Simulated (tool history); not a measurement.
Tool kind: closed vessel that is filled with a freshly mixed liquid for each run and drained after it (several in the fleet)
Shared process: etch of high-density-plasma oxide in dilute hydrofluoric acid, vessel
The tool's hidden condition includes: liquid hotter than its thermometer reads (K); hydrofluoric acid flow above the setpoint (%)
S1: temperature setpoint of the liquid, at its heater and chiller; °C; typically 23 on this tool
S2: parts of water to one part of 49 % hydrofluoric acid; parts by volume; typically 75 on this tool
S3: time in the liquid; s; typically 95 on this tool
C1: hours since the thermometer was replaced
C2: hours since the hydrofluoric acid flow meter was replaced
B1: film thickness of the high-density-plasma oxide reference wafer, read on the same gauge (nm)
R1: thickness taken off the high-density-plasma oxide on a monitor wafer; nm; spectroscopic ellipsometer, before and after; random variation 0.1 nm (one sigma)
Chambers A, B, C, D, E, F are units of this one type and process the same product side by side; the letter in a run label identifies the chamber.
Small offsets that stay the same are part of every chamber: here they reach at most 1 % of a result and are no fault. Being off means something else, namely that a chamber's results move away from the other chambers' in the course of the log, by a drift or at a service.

{"run": "1A", "hour": 5.7, "S1": 23, "S2": 75, "S3": 95, "C1": 200.1, "C2": 203.8, "B1": 69.988, "R1": 10.163}
{"run": "2D", "hour": 10.2, "S1": 23, "S2": 75, "S3": 95, "C1": 1470.3, "C2": 26.2, "B1": 70.009, "R1": 9.893}
{"run": "3F", "hour": 14.8, "S1": 23, "S2": 75, "S3": 95, "C1": 458.1, "C2": 520.6, "B1": 69.995, "R1": 9.9584}
{"run": "4E", "hour": 19.2, "S1": 23, "S2": 75, "S3": 95, "C1": 1201.9, "C2": 122.7, "B1": 69.999, "R1": 10.03}
{"run": "5C", "hour": 24.5, "S1": 23, "S2": 110, "S3": 95, "C1": 1885.2, "C2": 210.3, "B1": 69.995, "R1": 6.637}
{"run": "6B", "hour": 30.0, "S1": 23, "S2": 110, "S3": 95, "C1": 1526.9, "C2": 654.2, "B1": 69.988, "R1": 6.6728}
{"run": "7F", "hour": 34.9, "S1": 23, "S2": 110, "S3": 95, "C1": 478.2, "C2": 540.7, "B1": 70.008, "R1": 6.6262}
{"run": "8C", "hour": 39.4, "S1": 23, "S2": 110, "S3": 95, "C1": 1900.1, "C2": 225.2, "B1": 70.006, "R1": 6.5689}
{"run": "9B", "hour": 42.6, "S1": 23, "S2": 110, "S3": 95, "C1": 1539.5, "C2": 666.8, "B1": 69.988, "R1": 6.684}
{"run": "10D", "hour": 48.4, "S1": 23, "S2": 110, "S3": 95, "C1": 1508.5, "C2": 64.4, "B1": 70.003, "R1": 6.5956}
{"run": "11A", "hour": 52.8, "S1": 23, "S2": 75, "S3": 95, "C1": 247.2, "C2": 250.9, "B1": 70.011, "R1": 10.341}
{"run": "12E", "hour": 58.1, "S1": 23, "S2": 75, "S3": 95, "C1": 1240.8, "C2": 161.6, "B1": 70.006, "R1": 10.16}
{"run": "13A", "hour": 63.1, "S1": 23, "S2": 75, "S3": 95, "C1": 257.5, "C2": 261.2, "B1": 69.993, "R1": 10.139}
{"run": "14C", "hour": 66.8, "S1": 23, "S2": 75, "S3": 95, "C1": 1927.5, "C2": 252.6, "B1": 69.994, "R1": 10.084}
{"run": "15D", "hour": 72.5, "S1": 23, "S2": 75, "S3": 95, "C1": 1532.6, "C2": 88.5, "B1": 69.991, "R1": 10.089}
{"run": "16F", "hour": 77.5, "S1": 20, "S2": 35, "S3": 95, "C1": 520.8, "C2": 583.3, "B1": 69.999, "R1": 19.954}
{"run": "17E", "hour": 81.8, "S1": 20, "S2": 35, "S3": 95, "C1": 1264.5, "C2": 185.3, "B1": 69.994, "R1": 20.563}
{"run": "18B", "hour": 85.9, "S1": 20, "S2": 35, "S3": 95, "C1": 1582.8, "C2": 710.1, "B1": 70.014, "R1": 20.041}
{"run": "19C", "hour": 90.5, "S1": 20, "S2": 35, "S3": 95, "C1": 1951.2, "C2": 276.3, "B1": 69.992, "R1": 19.676}
{"run": "20D", "hour": 95.2, "S1": 20, "S2": 35, "S3": 95, "C1": 1555.3, "C2": 111.2, "B1": 70.011, "R1": 19.306}
{"run": "21F", "hour": 98.5, "S1": 20, "S2": 35, "S3": 95, "C1": 541.8, "C2": 604.3, "B1": 70.022, "R1": 19.6}
{"run": "22A", "hour": 103.5, "S1": 23, "S2": 75, "S3": 95, "C1": 297.9, "C2": 301.6, "B1": 69.999, "R1": 10.387}
{"run": "23E", "hour": 108.5, "S1": 23, "S2": 75, "S3": 95, "C1": 1291.2, "C2": 212.0, "B1": 69.991, "R1": 10.108}
{"run": "24B", "hour": 114.6, "S1": 23, "S2": 75, "S3": 95, "C1": 1611.5, "C2": 738.8, "B1": 70.021, "R1": 10.148}
{"run": "25D", "hour": 119.4, "S1": 23, "S2": 75, "S3": 95, "C1": 1579.5, "C2": 135.4, "B1": 69.994, "R1": 9.9451}
{"run": "26F", "hour": 123.1, "S1": 23, "S2": 75, "S3": 95, "C1": 566.4, "C2": 628.9, "B1": 70.007, "R1": 10.048}
{"run": "27A", "hour": 127.4, "S1": 23, "S2": 75, "S3": 95, "C1": 321.8, "C2": 325.5, "B1": 69.996, "R1": 10.537}
{"run": "28C", "hour": 134.0, "S1": 23, "S2": 75, "S3": 95, "C1": 1994.7, "C2": 319.8, "B1": 70.01, "R1": 9.9892}
{"run": "29E", "hour": 138.2, "S1": 23, "S2": 75, "S3": 95, "C1": 1320.9, "C2": 241.7, "B1": 70.005, "R1": 10.085}
{"run": "30B", "hour": 142.3, "S1": 23, "S2": 75, "S3": 95, "C1": 1639.2, "C2": 766.5, "B1": 69.993, "R1": 10.191}
{"run": "31B", "hour": 147.5, "S1": 23, "S2": 95, "S3": 95, "C1": 1644.4, "C2": 771.7, "B1": 70.019, "R1": 7.886}
{"run": "32D", "hour": 152.4, "S1": 23, "S2": 95, "S3": 95, "C1": 1612.5, "C2": 168.4, "B1": 69.994, "R1": 7.6253}
{"run": "33A", "hour": 156.5, "S1": 23, "S2": 95, "S3": 95, "C1": 350.9, "C2": 354.6, "B1": 70.009, "R1": 8.4292}
{"run": "34E", "hour": 163.4, "S1": 23, "S2": 95, "S3": 95, "C1": 1346.1, "C2": 266.9, "B1": 70.003, "R1": 7.8864}
{"run": "35F", "hour": 170.5, "S1": 23, "S2": 95, "S3": 95, "C1": 613.8, "C2": 676.3, "B1": 70.01, "R1": 7.8807}
{"run": "36C", "hour": 173.6, "S1": 23, "S2": 95, "S3": 95, "C1": 2034.3, "C2": 359.4, "B1": 70.005, "R1": 7.7302}
{"run": "37A", "hour": 179.8, "S1": 23, "S2": 75, "S3": 95, "C1": 374.2, "C2": 377.9, "B1": 70.001, "R1": 10.901}
{"run": "38F", "hour": 185.4, "S1": 23, "S2": 75, "S3": 95, "C1": 628.7, "C2": 691.2, "B1": 69.995, "R1": 10.072}
{"run": "39D", "hour": 191.0, "S1": 23, "S2": 75, "S3": 95, "C1": 1651.1, "C2": 207.0, "B1": 70.011, "R1": 10.011}
{"run": "40E", "hour": 195.1, "S1": 23, "S2": 75, "S3": 95, "C1": 1377.8, "C2": 298.6, "B1": 70.0, "R1": 10.141}

Does one chamber stand apart from the rest, does the shared gauge drift, or is all well apart from small per-chamber offsets? Give the chamber and the most likely cause, where there is one.

It is chamber A that slowly wanders off from its peers.
What lies behind it: hydrofluoric acid flow above the setpoint (%) = 8.86.
The log may not separate it from: liquid hotter than its thermometer reads (K).

Here are 4 candidates for chamber A's next run, each the usual settings with a change, their results left as question marks. Which one brings its results back in line with what the others give on the usual settings?
In-line tolerance around the mean of the other chambers on the usual settings: R1 0.3500 nm
{"run": "41A-1", "hour": 200.3, "S1": 20.5, "S2": 75, "S3": 95, "R1": "?"}
{"run": "41A-2", "hour": 200.3, "S1": 25.5, "S2": 75, "S3": 95, "R1": "?"}
{"run": "41A-3", "hour": 200.3, "S1": 24.0, "S2": 75, "S3": 95, "R1": "?"}
{"run": "41A-4", "hour": 200.3, "S1": 22.0, "S2": 75, "S3": 95, "R1": "?"}

Mean of the other chambers on the usual settings: R1 10.1050 nm
run=41A-1 R1=9.9662
run=41A-2 R1=12.2670
run=41A-3 R1=11.5390
run=41A-4 R1=10.6150
The answer is 41A-1, which returns the chamber to within the allowed miss of the others.

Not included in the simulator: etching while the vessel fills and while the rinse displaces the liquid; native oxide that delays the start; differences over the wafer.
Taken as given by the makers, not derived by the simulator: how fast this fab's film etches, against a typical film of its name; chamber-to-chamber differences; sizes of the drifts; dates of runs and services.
